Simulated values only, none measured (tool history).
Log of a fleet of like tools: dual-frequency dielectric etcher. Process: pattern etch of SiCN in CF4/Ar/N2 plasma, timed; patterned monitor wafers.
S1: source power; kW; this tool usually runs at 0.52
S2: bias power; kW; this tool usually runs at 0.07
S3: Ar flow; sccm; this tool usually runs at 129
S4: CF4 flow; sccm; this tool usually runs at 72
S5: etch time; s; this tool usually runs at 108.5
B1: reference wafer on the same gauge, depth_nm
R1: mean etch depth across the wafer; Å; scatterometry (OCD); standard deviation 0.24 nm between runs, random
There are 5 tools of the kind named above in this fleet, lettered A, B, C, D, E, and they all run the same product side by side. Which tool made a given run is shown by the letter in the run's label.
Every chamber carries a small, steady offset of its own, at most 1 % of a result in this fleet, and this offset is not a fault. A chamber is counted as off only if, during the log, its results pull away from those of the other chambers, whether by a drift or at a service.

{"run": "1E", "hour": 7.2, "S1": 0.52, "S2": 0.07, "S3": 129, "S4": 72, "S5": 108.5, "B1": 100.04, "R1": 1009.7}
{"run": "2C", "hour": 13.6, "S1": 0.52, "S2": 0.07, "S3": 129, "S4": 72, "S5": 108.5, "B1": 99.988, "R1": 1019.8}
{"run": "3A", "hour": 19.7, "S1": 0.52, "S2": 0.07, "S3": 129, "S4": 72, "S5": 108.5, "B1": 99.959, "R1": 1003.5}
{"run": "4B", "hour": 26.9, "S1": 0.52, "S2": 0.07, "S3": 129, "S4": 72, "S5": 108.5, "B1": 99.994, "R1": 1017.8}
{"run": "5D", "hour": 32.0, "S1": 0.52, "S2": 0.07, "S3": 129, "S4": 72, "S5": 108.5, "B1": 100.03, "R1": 1003.5}
{"run": "6C", "hour": 43.2, "S1": 0.52, "S2": 0.07, "S3": 129, "S4": 72, "S5": 108.5, "B1": 99.996, "R1": 1016.9}
{"run": "7E", "hour": 49.2, "S1": 0.52, "S2": 0.07, "S3": 129, "S4": 72, "S5": 108.5, "B1": 100.01, "R1": 1010.6}
{"run": "8D", "hour": 60.0, "S1": 0.52, "S2": 0.07, "S3": 129, "S4": 72, "S5": 108.5, "B1": 99.936, "R1": 1005.2}
{"run": "9A", "hour": 70.8, "S1": 0.52, "S2": 0.079, "S3": 129, "S4": 72, "S5": 108.5, "B1": 99.977, "R1": 1047.2}
{"run": "10B", "hour": 82.0, "S1": 0.52, "S2": 0.079, "S3": 129, "S4": 72, "S5": 108.5, "B1": 100.06, "R1": 1064.3}
{"run": "11E", "hour": 92.6, "S1": 0.52, "S2": 0.079, "S3": 129, "S4": 72, "S5": 108.5, "B1": 99.962, "R1": 1051.2}
{"run": "12D", "hour": 101.5, "S1": 0.52, "S2": 0.079, "S3": 129, "S4": 72, "S5": 108.5, "B1": 99.99, "R1": 1051.8}
{"run": "13A", "hour": 107.8, "S1": 0.52, "S2": 0.079, "S3": 129, "S4": 72, "S5": 108.5, "B1": 100, "R1": 1054.8}
{"run": "14B", "hour": 113.7, "S1": 0.52, "S2": 0.07, "S3": 155, "S4": 72, "S5": 108.5, "B1": 100.03, "R1": 988.14}
{"run": "15C", "hour": 122.6, "S1": 0.52, "S2": 0.07, "S3": 155, "S4": 72, "S5": 108.5, "B1": 100.02, "R1": 990.83}
{"run": "16C", "hour": 128.2, "S1": 0.52, "S2": 0.07, "S3": 155, "S4": 72, "S5": 108.5, "B1": 99.971, "R1": 985.31}
{"run": "17D", "hour": 136.8, "S1": 0.52, "S2": 0.07, "S3": 155, "S4": 72, "S5": 108.5, "B1": 99.986, "R1": 982.24}
{"run": "18E", "hour": 144.8, "S1": 0.52, "S2": 0.07, "S3": 155, "S4": 72, "S5": 108.5, "B1": 100.07, "R1": 978.64}
{"hour": 147.7, "done": "chamber A: source power generator calibrated"}
{"run": "19A", "hour": 156.0, "S1": 0.52, "S2": 0.07, "S3": 129, "S4": 72, "S5": 108.5, "B1": 99.929, "R1": 1005.8}
{"hour": 157.9, "done": "chamber D: bias power generator calibrated"}
{"run": "20B", "hour": 166.3, "S1": 0.52, "S2": 0.054, "S3": 106, "S4": 72, "S5": 108.5, "B1": 100.04, "R1": 955.47}
{"run": "21A", "hour": 173.4, "S1": 0.52, "S2": 0.054, "S3": 106, "S4": 72, "S5": 108.5, "B1": 100.02, "R1": 954.3}
{"run": "22E", "hour": 183.5, "S1": 0.52, "S2": 0.054, "S3": 106, "S4": 72, "S5": 108.5, "B1": 99.982, "R1": 959.16}
{"run": "23D", "hour": 189.9, "S1": 0.52, "S2": 0.054, "S3": 106, "S4": 72, "S5": 108.5, "B1": 100.01, "R1": 956.92}
{"hour": 193.0, "done": "chamber B: bias power generator calibrated"}
{"hour": 197.7, "done": "chamber A: wet clean of the chamber"}
{"run": "24B", "hour": 198.8, "S1": 0.52, "S2": 0.054, "S3": 106, "S4": 72, "S5": 108.5, "B1": 100.02, "R1": 949.89}
{"run": "25C", "hour": 204.2, "S1": 0.52, "S2": 0.07, "S3": 129, "S4": 72, "S5": 108.5, "B1": 99.975, "R1": 1019}
{"hour": 204.9, "done": "chamber D: wet clean of the chamber"}
{"run": "26B", "hour": 211.8, "S1": 0.52, "S2": 0.07, "S3": 129, "S4": 72, "S5": 108.5, "B1": 99.988, "R1": 1008.7}
{"run": "27E", "hour": 219.9, "S1": 0.52, "S2": 0.07, "S3": 129, "S4": 72, "S5": 108.5, "B1": 100.09, "R1": 1012.4}
{"run": "28D", "hour": 230.8, "S1": 0.52, "S2": 0.07, "S3": 129, "S4": 72, "S5": 108.5, "B1": 100.02, "R1": 1009.2}
{"run": "29C", "hour": 237.9, "S1": 0.52, "S2": 0.07, "S3": 129, "S4": 72, "S5": 108.5, "B1": 100.01, "R1": 1021.5}
{"hour": 240.4, "done": "chamber E: wet clean of the chamber"}
{"run": "30A", "hour": 248.0, "S1": 0.52, "S2": 0.07, "S3": 129, "S4": 72, "S5": 108.5, "B1": 100.04, "R1": 1009.8}
{"run": "31C", "hour": 254.5, "S1": 0.52, "S2": 0.07, "S3": 129, "S4": 72, "S5": 108.5, "B1": 99.986, "R1": 1016.9}
{"run": "32B", "hour": 261.6, "S1": 0.52, "S2": 0.07, "S3": 129, "S4": 72, "S5": 108.5, "B1": 100.02, "R1": 998.24}
{"run": "33E", "hour": 270.4, "S1": 0.52, "S2": 0.07, "S3": 129, "S4": 72, "S5": 108.5, "B1": 100.07, "R1": 1008.3}
{"run": "34D", "hour": 278.3, "S1": 0.52, "S2": 0.07, "S3": 129, "S4": 72, "S5": 108.5, "B1": 100.01, "R1": 1008.8}
{"run": "35A", "hour": 286.0, "S1": 0.52, "S2": 0.07, "S3": 129, "S4": 72, "S5": 108.5, "B1": 99.997, "R1": 1005.2}

Decide between three cases: one chamber stands off from its peers, the gauge reading all wafers drifts, or nothing is wrong past each chamber's small offset. Where a chamber is off, say which and what most likely put it there.

One chamber, B, drifts off from the rest bit by bit.
What lies behind it: etch rate under this chamber's usual, % = 2.08.
The log may not tell that from: source power that arrives under what is set, %.

Here are 4 candidates for chamber B's next run, each the usual settings with a change, their results left as question marks. Which one brings its results back in line with what the others give on the usual settings?
In-line tolerance around the mean of the other chambers on the usual settings: R1 8.3 Å
{"run": "36B-1", "hour": 294.2, "S1": 0.52, "S2": 0.066, "S3": 132, "S4": 70, "S5": 108.5, "R1": "?"}
{"run": "36B-2", "hour": 294.2, "S1": 0.52, "S2": 0.07, "S3": 106, "S4": 72, "S5": 108.5, "R1": "?"}
{"run": "36B-3", "hour": 294.2, "S1": 0.52, "S2": 0.068, "S3": 131, "S4": 71, "S5": 108.5, "R1": "?"}
{"run": "36B-4", "hour": 294.2, "S1": 0.52, "S2": 0.07, "S3": 117, "S4": 72, "S5": 108.5, "R1": "?"}

Usual-settings mean across the other chambers: R1 1010.3 Å
run=36B-1 R1=966.32
run=36B-2 R1=1026.5
run=36B-3 R1=980.1
run=36B-4 R1=1010.7
36B-4 brings the chamber back in line.
